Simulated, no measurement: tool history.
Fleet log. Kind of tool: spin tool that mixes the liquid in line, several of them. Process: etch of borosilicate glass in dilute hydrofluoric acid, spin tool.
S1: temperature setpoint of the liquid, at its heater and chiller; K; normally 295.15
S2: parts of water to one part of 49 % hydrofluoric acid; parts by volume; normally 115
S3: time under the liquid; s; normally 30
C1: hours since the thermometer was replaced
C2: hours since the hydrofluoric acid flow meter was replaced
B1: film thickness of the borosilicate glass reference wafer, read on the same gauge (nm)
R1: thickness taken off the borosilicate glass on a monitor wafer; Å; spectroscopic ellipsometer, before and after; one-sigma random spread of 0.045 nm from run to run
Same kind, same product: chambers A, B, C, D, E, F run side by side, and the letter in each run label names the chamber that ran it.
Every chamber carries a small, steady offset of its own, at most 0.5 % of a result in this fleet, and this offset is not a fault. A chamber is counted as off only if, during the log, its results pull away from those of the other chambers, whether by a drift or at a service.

{"run": "1A", "hour": 3.1, "S1": 295.15, "S2": 115, "S3": 30, "C1": 795.9, "C2": 1629.1, "B1": 90.02, "R1": 69.296}
{"run": "2C", "hour": 9.5, "S1": 295.15, "S2": 115, "S3": 30, "C1": 1550.9, "C2": 626.6, "B1": 89.981, "R1": 69.236}
{"run": "3F", "hour": 13.0, "S1": 295.15, "S2": 115, "S3": 30, "C1": 1549.1, "C2": 1126.6, "B1": 89.977, "R1": 70.035}
{"run": "4B", "hour": 19.3, "S1": 295.15, "S2": 115, "S3": 30, "C1": 375.0, "C2": 799.4, "B1": 90.006, "R1": 69.972}
{"run": "5E", "hour": 23.6, "S1": 295.15, "S2": 115, "S3": 30, "C1": 730.4, "C2": 542.2, "B1": 89.996, "R1": 69.632}
{"run": "6D", "hour": 29.0, "S1": 295.15, "S2": 115, "S3": 30, "C1": 226.4, "C2": 638.4, "B1": 89.992, "R1": 68.368}
{"run": "7F", "hour": 35.0, "S1": 295.15, "S2": 115, "S3": 30, "C1": 1571.1, "C2": 1148.6, "B1": 89.997, "R1": 69.378}
{"run": "8B", "hour": 38.2, "S1": 295.15, "S2": 115, "S3": 30, "C1": 393.9, "C2": 818.3, "B1": 89.97, "R1": 69.008}
{"run": "9A", "hour": 41.3, "S1": 295.15, "S2": 115, "S3": 30, "C1": 834.1, "C2": 1667.3, "B1": 89.99, "R1": 68.826}
{"run": "10C", "hour": 47.7, "S1": 295.15, "S2": 115, "S3": 30, "C1": 1589.1, "C2": 664.8, "B1": 90.013, "R1": 69.093}
{"run": "11D", "hour": 50.8, "S1": 295.15, "S2": 115, "S3": 30, "C1": 248.2, "C2": 660.2, "B1": 89.991, "R1": 69.334}
{"run": "12E", "hour": 56.0, "S1": 295.15, "S2": 115, "S3": 30, "C1": 762.8, "C2": 574.6, "B1": 90.005, "R1": 68.78}
{"run": "13C", "hour": 59.7, "S1": 295.15, "S2": 115, "S3": 30, "C1": 1601.1, "C2": 676.8, "B1": 89.982, "R1": 69.765}
{"run": "14E", "hour": 62.7, "S1": 295.15, "S2": 115, "S3": 30, "C1": 769.5, "C2": 581.3, "B1": 89.984, "R1": 69.22}
{"run": "15F", "hour": 66.4, "S1": 295.15, "S2": 115, "S3": 30, "C1": 1602.5, "C2": 1180.0, "B1": 90.0, "R1": 68.343}
{"run": "16D", "hour": 73.1, "S1": 295.15, "S2": 115, "S3": 30, "C1": 270.5, "C2": 682.5, "B1": 89.994, "R1": 68.478}
{"run": "17A", "hour": 76.6, "S1": 295.15, "S2": 115, "S3": 30, "C1": 869.4, "C2": 1702.6, "B1": 89.988, "R1": 68.5}
{"run": "18B", "hour": 79.8, "S1": 291.65, "S2": 115, "S3": 30, "C1": 435.5, "C2": 859.9, "B1": 89.999, "R1": 60.889}
{"run": "19C", "hour": 86.0, "S1": 291.65, "S2": 115, "S3": 30, "C1": 1627.4, "C2": 703.1, "B1": 89.992, "R1": 59.708}
{"run": "20B", "hour": 91.0, "S1": 291.65, "S2": 115, "S3": 30, "C1": 446.7, "C2": 871.1, "B1": 90.026, "R1": 59.723}
{"run": "21F", "hour": 95.6, "S1": 291.65, "S2": 115, "S3": 30, "C1": 1631.7, "C2": 1209.2, "B1": 90.008, "R1": 59.8}
{"run": "22D", "hour": 100.7, "S1": 291.65, "S2": 115, "S3": 30, "C1": 298.1, "C2": 710.1, "B1": 89.997, "R1": 59.521}
{"run": "23E", "hour": 106.5, "S1": 291.65, "S2": 115, "S3": 30, "C1": 813.3, "C2": 625.1, "B1": 89.99, "R1": 58.928}
{"run": "24A", "hour": 112.6, "S1": 295.15, "S2": 115, "S3": 30, "C1": 905.4, "C2": 1738.6, "B1": 90.01, "R1": 68.749}
{"run": "25B", "hour": 117.8, "S1": 295.15, "S2": 80, "S3": 20, "C1": 473.5, "C2": 897.9, "B1": 90.01, "R1": 70.245}
{"run": "26A", "hour": 123.4, "S1": 295.15, "S2": 80, "S3": 20, "C1": 916.2, "C2": 1749.4, "B1": 89.992, "R1": 69.955}
{"run": "27E", "hour": 126.5, "S1": 295.15, "S2": 80, "S3": 20, "C1": 833.3, "C2": 645.1, "B1": 90.016, "R1": 67.223}
{"run": "28D", "hour": 129.8, "S1": 295.15, "S2": 80, "S3": 20, "C1": 327.2, "C2": 739.2, "B1": 90.002, "R1": 69.199}
{"run": "29C", "hour": 133.8, "S1": 295.15, "S2": 80, "S3": 20, "C1": 1675.2, "C2": 750.9, "B1": 89.996, "R1": 69.374}
{"run": "30F", "hour": 139.9, "S1": 295.15, "S2": 80, "S3": 20, "C1": 1676.0, "C2": 1253.5, "B1": 90.022, "R1": 69.14}
{"run": "31D", "hour": 142.9, "S1": 295.15, "S2": 115, "S3": 15, "C1": 340.3, "C2": 752.3, "B1": 90.022, "R1": 34.704}
{"run": "32E", "hour": 149.4, "S1": 295.15, "S2": 115, "S3": 15, "C1": 856.2, "C2": 668.0, "B1": 90.02, "R1": 33.362}
{"run": "33C", "hour": 152.4, "S1": 295.15, "S2": 115, "S3": 15, "C1": 1693.8, "C2": 769.5, "B1": 90.013, "R1": 34.305}
{"run": "34F", "hour": 159.0, "S1": 295.15, "S2": 115, "S3": 15, "C1": 1695.1, "C2": 1272.6, "B1": 89.971, "R1": 34.939}
{"run": "35B", "hour": 163.1, "S1": 295.15, "S2": 115, "S3": 15, "C1": 518.8, "C2": 943.2, "B1": 89.987, "R1": 34.767}
{"run": "36A", "hour": 168.5, "S1": 295.15, "S2": 115, "S3": 15, "C1": 961.3, "C2": 1794.5, "B1": 89.994, "R1": 34.028}
{"run": "37B", "hour": 173.1, "S1": 295.15, "S2": 115, "S3": 30, "C1": 528.8, "C2": 953.2, "B1": 89.993, "R1": 69.705}
{"run": "38C", "hour": 177.5, "S1": 295.15, "S2": 115, "S3": 30, "C1": 1718.9, "C2": 794.6, "B1": 89.978, "R1": 69.455}
{"run": "39F", "hour": 180.8, "S1": 295.15, "S2": 115, "S3": 30, "C1": 1716.9, "C2": 1294.4, "B1": 89.993, "R1": 69.174}
{"run": "40A", "hour": 186.8, "S1": 295.15, "S2": 115, "S3": 30, "C1": 979.6, "C2": 1812.8, "B1": 90.003, "R1": 68.684}
{"run": "41D", "hour": 192.9, "S1": 295.15, "S2": 115, "S3": 30, "C1": 390.3, "C2": 802.3, "B1": 89.984, "R1": 69.347}
{"run": "42E", "hour": 198.7, "S1": 295.15, "S2": 115, "S3": 30, "C1": 905.5, "C2": 717.3, "B1": 89.989, "R1": 66.007}
{"hour": 199.7, "done": "chamber A: thermometer replaced"}
{"run": "43A", "hour": 202.4, "S1": 295.15, "S2": 115, "S3": 30, "C1": 2.7, "C2": 1828.4, "B1": 90.02, "R1": 68.631}

All chambers now run identical settings, listed one chamber a line with results as question marks. What results will each chamber show?
{"run": "44A", "hour": 207.2, "S1": 295.15, "S2": 115, "S3": 15, "R1": "?"}
{"run": "44B", "hour": 207.2, "S1": 295.15, "S2": 115, "S3": 15, "R1": "?"}
{"run": "44C", "hour": 207.2, "S1": 295.15, "S2": 115, "S3": 15, "R1": "?"}
{"run": "44D", "hour": 207.2, "S1": 295.15, "S2": 115, "S3": 15, "R1": "?"}
{"run": "44E", "hour": 207.2, "S1": 295.15, "S2": 115, "S3": 15, "R1": "?"}
{"run": "44F", "hour": 207.2, "S1": 295.15, "S2": 115, "S3": 15, "R1": "?"}

run=44A R1=34.748
run=44B R1=34.383
run=44C R1=34.212
run=44D R1=34.580
run=44E R1=32.947
run=44F R1=34.461
